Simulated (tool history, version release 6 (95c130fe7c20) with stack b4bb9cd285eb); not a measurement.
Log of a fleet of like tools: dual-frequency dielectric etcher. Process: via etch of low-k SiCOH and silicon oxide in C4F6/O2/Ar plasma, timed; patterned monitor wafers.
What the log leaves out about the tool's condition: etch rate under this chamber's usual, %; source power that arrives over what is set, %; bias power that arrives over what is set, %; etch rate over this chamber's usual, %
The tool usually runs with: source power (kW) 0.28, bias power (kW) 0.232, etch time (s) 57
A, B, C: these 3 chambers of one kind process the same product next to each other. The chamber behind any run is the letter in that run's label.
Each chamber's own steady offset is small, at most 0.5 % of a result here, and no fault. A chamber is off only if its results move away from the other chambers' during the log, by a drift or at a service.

run    day  source power (kW)  bias power (kW)  etch time (s)  hours since the last wet clean  hours since the last source power generator calibration  hours since the last bias power generator calibration  read-back reference wafer on the same gauge, depth_nm  mean etch depth across the wafer (angstrom)
 1B  0.225               0.28            0.232             57                             340                                                   1121.5                                                   1441                                                 168.05                                       1515.9
 2A  0.417               0.28            0.232             57                           344.6                                                    220.6                                                 2134.5                                                 168.06                                       1506.1
 3C  0.742               0.28            0.232             57                             258                                                   2430.3                                                 1742.9                                                 168.08                                       1517.4
 4C  1.017               0.28            0.232             57                           264.6                                                   2436.9                                                 1749.5                                                 168.16                                       1516.7
 5A  1.183               0.28            0.232             57                             363                                                      239                                                 2152.9                                                 168.18                                       1509.1
 6B  1.425               0.28            0.232             57                           368.8                                                   1150.3                                                 1469.8                                                  168.2                                       1515.9
 7B    1.6               0.28            0.232             57                             373                                                   1154.5                                                   1474                                                 168.25                                       1518.2
 8A  1.838               0.28            0.232             57                           378.7                                                    254.7                                                 2168.6                                                 168.29                                       1503.8
 9C  2.162               0.28            0.232             57                           292.1                                                   2464.4                                                   1777                                                  168.3                                       1519.7
10C  2.379               0.32            0.232             57                           297.3                                                   2469.6                                                 1782.2                                                 168.28                                       1596.5
11A  2.554               0.32            0.232             57                           395.9                                                    271.9                                                 2185.8                                                 168.44                                       1587.1
12B  2.817               0.32            0.232             57                           402.2                                                   1183.7                                                 1503.2                                                 168.43                                       1601.3
13B  3.058               0.28            0.232             57                             408                                                   1189.5                                                   1509                                                 168.49                                       1518.5
14C  3.312               0.28            0.232             57                           319.7                                                     2492                                                 1804.6                                                 168.47                                       1518.1
15A  3.508               0.28            0.232             57                           418.8                                                    294.8                                                 2208.7                                                 168.58                                       1512.7
16B  3.683               0.28            0.232             57                             423                                                   1204.5                                                   1524                                                 168.55                                       1520.9
17A  3.954               0.24            0.232             47                           429.5                                                    305.5                                                 2219.4                                                 168.63                                       1177.5
18C  4.138               0.24            0.232             47                           339.5                                                   2511.8                                                 1824.4                                                 168.55                                       1182.3
     4.342  -- chamber C: wet clean of the chamber
19B  4.496               0.24            0.232             47                           442.5                                                     1224                                                 1543.5                                                 168.63                                       1183.2
20A    4.7               0.28            0.232             57                           447.4                                                    323.4                                                 2237.3                                                 168.71                                       1511.8
21C  5.021               0.28            0.232             57                            16.3                                                     2533                                                 1845.6                                                 168.77                                       1518.5
22A  5.308               0.28            0.232             57                             462                                                      338                                                 2251.9                                                 168.81                                       1512.7
23C  5.633               0.28            0.232             57                              31                                                   2547.7                                                 1860.3                                                 168.87                                       1522.7
24B  5.904               0.28            0.232             57                           476.3                                                   1257.8                                                 1577.3                                                 168.95                                         1526
25B  6.233               0.28            0.232             57                           484.2                                                   1265.7                                                 1585.2                                                 168.96                                         1523
26A  6.458               0.28            0.232             57                           489.6                                                    365.6                                                 2279.5                                                 169.03                                       1514.5
27C  6.667               0.28            0.232             57                            55.8                                                   2572.5                                                 1885.1                                                 169.01                                       1523.6

All 3 chambers run these settings next. Forecast each chamber's results:
28A  6.938               0.28            0.232             57                                                                                                                                                                                                                                                   ?
28B  6.938               0.28            0.232             57                                                                                                                                                                                                                                                   ?
28C  6.938               0.28            0.232             57                                                                                                                                                                                                                                                   ?

run  mean etch depth across the wafer (angstrom)
28A                                       1516.2
28B                                       1525.4
28C                                       1524.5
